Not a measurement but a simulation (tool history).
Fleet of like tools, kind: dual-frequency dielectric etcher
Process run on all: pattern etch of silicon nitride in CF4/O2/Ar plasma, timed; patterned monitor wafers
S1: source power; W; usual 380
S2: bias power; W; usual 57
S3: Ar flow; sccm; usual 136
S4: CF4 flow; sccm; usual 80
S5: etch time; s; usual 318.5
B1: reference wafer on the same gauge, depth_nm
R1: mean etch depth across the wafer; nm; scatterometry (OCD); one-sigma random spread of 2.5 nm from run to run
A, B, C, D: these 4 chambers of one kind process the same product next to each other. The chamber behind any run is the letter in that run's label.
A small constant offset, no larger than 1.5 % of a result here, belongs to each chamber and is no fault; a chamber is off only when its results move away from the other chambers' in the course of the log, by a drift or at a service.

run,day,S1,S2,S3,S4,S5,B1,R1
1D,0.383,380,57,136,80,318.5,428.73,463.34
2C,0.629,380,57,136,80,318.5,429.14,466.53
3B,0.812,380,57,136,80,318.5,428.84,465.71
4A,1.112,380,57,136,80,318.5,429.28,474.19
5B,1.338,380,57,136,80,353.0,429.18,517.47
6A,1.708,380,57,136,80,353.0,429.32,521.51
7D,2.038,380,57,136,80,353.0,428.50,518.00
8C,2.417,380,57,136,80,353.0,429.26,519.41
9C,2.800,380,57,136,80,318.5,429.77,464.24
10B,3.046,380,57,111,80,318.5,428.85,484.59
11D,3.275,380,57,111,80,318.5,429.40,480.93
12A,3.496,380,57,111,80,318.5,429.49,482.16
13A,3.746,380,57,111,80,318.5,429.04,489.74
14D,3.954,470,57,136,80,318.5,429.55,559.95
15C,4.258,470,57,136,80,318.5,428.74,555.86
16B,4.529,470,57,136,80,318.5,429.12,567.47
# day 4.658: chamber D: wet clean of the chamber
17D,4.846,470,57,136,80,318.5,429.08,575.88
18A,5.108,380,57,136,80,318.5,429.11,469.70
19B,5.458,380,57,136,80,318.5,428.98,466.68
20C,5.712,380,57,136,80,318.5,429.07,466.90
# day 6.008: chamber D: source power generator calibrated
21D,6.079,380,57,136,80,318.5,428.73,486.75
22C,6.338,380,57,136,80,318.5,429.38,465.92
23A,6.662,330,43,136,80,318.5,429.36,375.27
24B,6.992,330,43,136,80,318.5,429.06,368.25
25C,7.204,330,43,136,80,318.5,429.12,369.97
# day 7.254: chamber D: Ar flow controller replaced
26A,7.454,330,43,136,80,318.5,429.12,378.68
27B,7.817,380,57,136,80,318.5,428.46,462.84
28D,8.188,350,57,136,80,318.5,428.42,451.52
29D,8.504,350,57,136,80,318.5,428.71,452.29
30A,8.688,350,57,136,80,318.5,429.35,441.39
31C,8.996,350,57,136,80,318.5,428.78,433.72
32B,9.358,380,57,136,80,318.5,429.53,472.88
33B,9.604,380,57,136,80,318.5,429.16,470.91
34A,9.904,380,57,136,80,318.5,428.80,471.52
35C,10.096,380,57,136,80,318.5,428.93,464.72

All chambers now run identical settings, listed one chamber a line with results as question marks. What results will each chamber show?
36A,10.375,380,51,136,80,318.5,,?
36B,10.375,380,51,136,80,318.5,,?
36C,10.375,380,51,136,80,318.5,,?
36D,10.375,380,51,136,80,318.5,,?

run,R1
36A,448.54
36B,450.40
36C,449.84
36D,460.13
